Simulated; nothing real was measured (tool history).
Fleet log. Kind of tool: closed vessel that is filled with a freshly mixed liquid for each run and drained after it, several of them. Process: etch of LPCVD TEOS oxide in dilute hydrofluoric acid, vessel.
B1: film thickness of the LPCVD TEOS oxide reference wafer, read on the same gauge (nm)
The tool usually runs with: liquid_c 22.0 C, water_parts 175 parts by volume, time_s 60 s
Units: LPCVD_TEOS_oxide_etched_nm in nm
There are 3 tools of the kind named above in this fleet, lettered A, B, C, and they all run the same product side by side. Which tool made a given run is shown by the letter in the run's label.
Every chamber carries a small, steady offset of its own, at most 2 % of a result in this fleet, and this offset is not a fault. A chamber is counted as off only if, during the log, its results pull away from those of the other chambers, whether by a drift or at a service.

Run 1A, hour 11.7: usual settings; B1 30.014. Result: LPCVD_TEOS_oxide_etched_nm 6.2535 nm.
Run 2C, hour 25.4: usual settings; B1 30.025. Result: LPCVD_TEOS_oxide_etched_nm 6.3760 nm.
At hour 36.0: chamber A: thermometer replaced.
Run 3B, hour 36.1: usual settings; B1 30.017. Result: LPCVD_TEOS_oxide_etched_nm 6.2294 nm.
Run 4A, hour 49.3: usual settings; B1 30.034. Result: LPCVD_TEOS_oxide_etched_nm 6.1636 nm.
Run 5C, hour 58.0: usual settings; B1 29.985. Result: LPCVD_TEOS_oxide_etched_nm 6.3564 nm.
Run 6B, hour 66.6: usual settings; B1 30.002. Result: LPCVD_TEOS_oxide_etched_nm 6.2158 nm.
Run 7B, hour 77.3: usual settings; B1 30.000. Result: LPCVD_TEOS_oxide_etched_nm 6.1514 nm.
Run 8C, hour 88.3: usual settings; B1 30.015. Result: LPCVD_TEOS_oxide_etched_nm 6.4255 nm.
Run 9A, hour 101.9: usual settings; B1 29.977. Result: LPCVD_TEOS_oxide_etched_nm 6.2207 nm.
Run 10A, hour 110.3: usual settings but water_parts 225 parts by volume; B1 29.979. Result: LPCVD_TEOS_oxide_etched_nm 4.6170 nm.
Run 11C, hour 119.8: usual settings but water_parts 225 parts by volume; B1 29.988. Result: LPCVD_TEOS_oxide_etched_nm 4.7798 nm.
At hour 121.1: chamber B: thermometer replaced.
Run 12B, hour 127.3: usual settings but water_parts 225 parts by volume; B1 29.994. Result: LPCVD_TEOS_oxide_etched_nm 4.5432 nm.
Run 13C, hour 138.9: usual settings; B1 30.001. Result: LPCVD_TEOS_oxide_etched_nm 6.5150 nm.
Run 14A, hour 150.5: usual settings; B1 30.014. Result: LPCVD_TEOS_oxide_etched_nm 6.2548 nm.
Run 15B, hour 161.3: usual settings; B1 30.029. Result: LPCVD_TEOS_oxide_etched_nm 6.1789 nm.
Run 16C, hour 173.9: usual settings; B1 30.023. Result: LPCVD_TEOS_oxide_etched_nm 6.5353 nm.
Run 17B, hour 184.4: usual settings; B1 29.998. Result: LPCVD_TEOS_oxide_etched_nm 6.1480 nm.
Run 18A, hour 197.8: usual settings; B1 29.993. Result: LPCVD_TEOS_oxide_etched_nm 6.2594 nm.
Run 19A, hour 205.1: usual settings; B1 30.004. Result: LPCVD_TEOS_oxide_etched_nm 6.2030 nm.
Run 20B, hour 218.0: usual settings; B1 30.010. Result: LPCVD_TEOS_oxide_etched_nm 6.1664 nm.
Run 21C, hour 224.4: usual settings but liquid_c 17.0 C, water_parts 130 parts by volume; B1 29.989. Result: LPCVD_TEOS_oxide_etched_nm 7.6478 nm.
Run 22C, hour 237.1: usual settings but liquid_c 17.0 C, water_parts 130 parts by volume; B1 30.013. Result: LPCVD_TEOS_oxide_etched_nm 7.6649 nm.
Run 23B, hour 243.7: usual settings but liquid_c 17.0 C, water_parts 130 parts by volume; B1 30.003. Result: LPCVD_TEOS_oxide_etched_nm 7.1904 nm.
Run 24A, hour 257.0: usual settings; B1 30.008. Result: LPCVD_TEOS_oxide_etched_nm 6.2195 nm.
Run 25B, hour 263.9: usual settings but liquid_c 17.5 C, time_s 50 s; B1 30.012. Result: LPCVD_TEOS_oxide_etched_nm 4.3081 nm.
Run 26A, hour 275.0: usual settings but liquid_c 17.5 C, time_s 50 s; B1 30.029. Result: LPCVD_TEOS_oxide_etched_nm 4.3769 nm.
Run 27C, hour 283.5: usual settings but liquid_c 17.5 C, time_s 50 s; B1 29.995. Result: LPCVD_TEOS_oxide_etched_nm 4.6526 nm.
Run 28C, hour 295.0: usual settings; B1 30.008. Result: LPCVD_TEOS_oxide_etched_nm 6.6221 nm.
Run 29B, hour 307.3: usual settings; B1 29.970. Result: LPCVD_TEOS_oxide_etched_nm 6.1661 nm.
Run 30A, hour 314.0: usual settings; B1 30.007. Result: LPCVD_TEOS_oxide_etched_nm 6.2919 nm.
Run 31B, hour 322.5: usual settings but water_parts 220 parts by volume; B1 29.997. Result: LPCVD_TEOS_oxide_etched_nm 4.7753 nm.
Run 32C, hour 329.8: usual settings but water_parts 220 parts by volume; B1 29.985. Result: LPCVD_TEOS_oxide_etched_nm 5.0532 nm.
Run 33A, hour 343.3: usual settings but water_parts 220 parts by volume; B1 29.994. Result: LPCVD_TEOS_oxide_etched_nm 4.7104 nm.
Run 34B, hour 353.1: usual settings; B1 30.001. Result: LPCVD_TEOS_oxide_etched_nm 6.1574 nm.
Run 35A, hour 362.7: usual settings; B1 30.012. Result: LPCVD_TEOS_oxide_etched_nm 6.2940 nm.
Run 36C, hour 375.3: usual settings; B1 29.999. Result: LPCVD_TEOS_oxide_etched_nm 6.7334 nm.
Run 37B, hour 382.2: usual settings; B1 30.020. Result: LPCVD_TEOS_oxide_etched_nm 6.2182 nm.
Run 38C, hour 390.4: usual settings; B1 30.000. Result: LPCVD_TEOS_oxide_etched_nm 6.8388 nm.
Run 39A, hour 396.4: usual settings but liquid_c 18.5 C, time_s 30 s; B1 29.981. Result: LPCVD_TEOS_oxide_etched_nm 2.7249 nm.
Run 40B, hour 408.4: usual settings but liquid_c 18.5 C, time_s 30 s; B1 29.973. Result: LPCVD_TEOS_oxide_etched_nm 2.6963 nm.
Run 41C, hour 415.7: usual settings but liquid_c 18.5 C, time_s 30 s; B1 29.985. Result: LPCVD_TEOS_oxide_etched_nm 2.9910 nm.

Does one chamber stand apart from the rest, does the shared gauge drift, or is all well apart from small per-chamber offsets? Give the chamber and the most likely cause, where there is one.

Chamber C drifts away from the others.
Cause: liquid hotter than its thermometer reads (K) = 1.96.
The log might look much the same if the cause were instead: hydrofluoric acid flow above the setpoint (%).

Below are 4 candidate recipes for chamber C's next run, each the usual settings with a change, their results shown as question marks. Which of them brings C's results back in line with what the other chambers give on the usual settings?
A result is in line if it is within this distance of the other chambers' mean on the usual settings: LPCVD_TEOS_oxide_etched_nm 0.1600 nm
Run 42C-1, hour 425.4: usual settings but liquid_c 17.0 C. Result: LPCVD_TEOS_oxide_etched_nm ?.
Run 42C-2, hour 425.4: usual settings but water_parts 160 parts by volume, time_s 65 s. Result: LPCVD_TEOS_oxide_etched_nm ?.
Run 42C-3, hour 425.4: usual settings but liquid_c 19.5 C. Result: LPCVD_TEOS_oxide_etched_nm ?.
Run 42C-4, hour 425.4: usual settings but water_parts 160 parts by volume. Result: LPCVD_TEOS_oxide_etched_nm ?.

The mean the other chambers reach with the usual settings: LPCVD_TEOS_oxide_etched_nm 6.2191 nm
  run  LPCVD_TEOS_oxide_etched_nm
42C-1                      5.6652
42C-2                      8.2537
42C-3                      6.2374
42C-4                      7.6188
The answer is 42C-3, which returns the chamber to within the allowed miss of the others.
